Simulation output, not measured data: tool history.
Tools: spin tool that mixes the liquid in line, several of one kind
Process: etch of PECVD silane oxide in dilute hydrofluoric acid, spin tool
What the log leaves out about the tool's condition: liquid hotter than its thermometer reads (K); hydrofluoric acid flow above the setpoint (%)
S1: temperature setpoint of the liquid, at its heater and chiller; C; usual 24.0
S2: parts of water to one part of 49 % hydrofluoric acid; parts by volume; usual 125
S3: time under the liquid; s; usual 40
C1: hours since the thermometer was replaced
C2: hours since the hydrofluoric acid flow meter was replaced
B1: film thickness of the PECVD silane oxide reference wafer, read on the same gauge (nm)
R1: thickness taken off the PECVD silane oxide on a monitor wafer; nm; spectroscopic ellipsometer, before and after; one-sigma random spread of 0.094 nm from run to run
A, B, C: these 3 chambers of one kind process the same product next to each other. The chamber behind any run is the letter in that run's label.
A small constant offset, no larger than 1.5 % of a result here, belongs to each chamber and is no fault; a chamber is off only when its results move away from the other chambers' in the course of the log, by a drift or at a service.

run	hour	S1	S2	S3	C1	C2	B1	R1
1B	5.2	24.0	125	40	2050.1	65.7	49.979	15.812
2C	11.1	24.0	125	40	449.1	131.5	49.996	15.521
3A	14.8	24.0	125	40	334.2	1059.2	50.000	15.619
4C	20.2	24.0	125	40	458.2	140.6	50.018	15.476
5A	23.3	24.0	125	40	342.7	1067.7	50.001	15.605
6B	26.7	24.0	125	40	2071.6	87.2	50.009	15.615
7B	30.0	24.0	125	40	2074.9	90.5	50.007	15.651
8A	34.6	24.0	95	40	354.0	1079.0	50.005	21.721
9C	40.6	24.0	95	40	478.6	161.0	50.021	21.222
10B	46.4	24.0	95	40	2091.3	106.9	50.016	21.060
11C	49.3	24.0	125	40	487.3	169.7	49.993	15.409
12A	52.7	26.5	170	40	372.1	1097.1	50.012	12.466
13C	56.0	26.5	170	40	494.0	176.4	50.001	11.829
14B	60.7	26.5	170	40	2105.6	121.2	49.995	12.135
15A	65.4	24.0	125	40	384.8	1109.8	49.995	16.437
16C	68.6	24.0	125	40	506.6	189.0	49.988	15.515
17A	72.9	24.0	125	40	392.3	1117.3	50.020	16.589
18B	77.0	24.0	125	40	2121.9	137.5	50.002	15.606
19A	80.1	27.0	125	30	399.5	1124.5	49.988	14.123
20C	85.9	27.0	125	30	523.9	206.3	50.007	13.079

Which is it: a chamber that has drifted or been left off by a service, a gauge drift common to all chambers, or only each chamber's usual small offset? If a chamber is off, name it and its likeliest cause.

Little by little, chamber A moves away from the other chambers.
What lies behind it: liquid hotter than its thermometer reads (K) = 2.34.
With only this log, it may be confused with: hydrofluoric acid flow above the setpoint (%).

Chamber A could run next with any of the 4 candidate recipes listed below; each alters the usual settings, and their results appear as question marks. Which one brings its results back in line with what the other chambers deliver on the usual settings?
Allowed miss from the other chambers' usual-settings mean, per result, to count as in line: R1 0.330 nm
21A-1	90.2	24.0	135	40				?
21A-2	90.2	24.0	115	40				?
21A-3	90.2	24.5	125	45				?
21A-4	90.2	20.5	125	40				?

Other chambers, usual settings, mean: R1 15.607 nm
run	R1
21A-1	15.579
21A-2	18.698
21A-3	19.505
21A-4	14.834
With 21A-1, the chamber falls back in line with the rest.
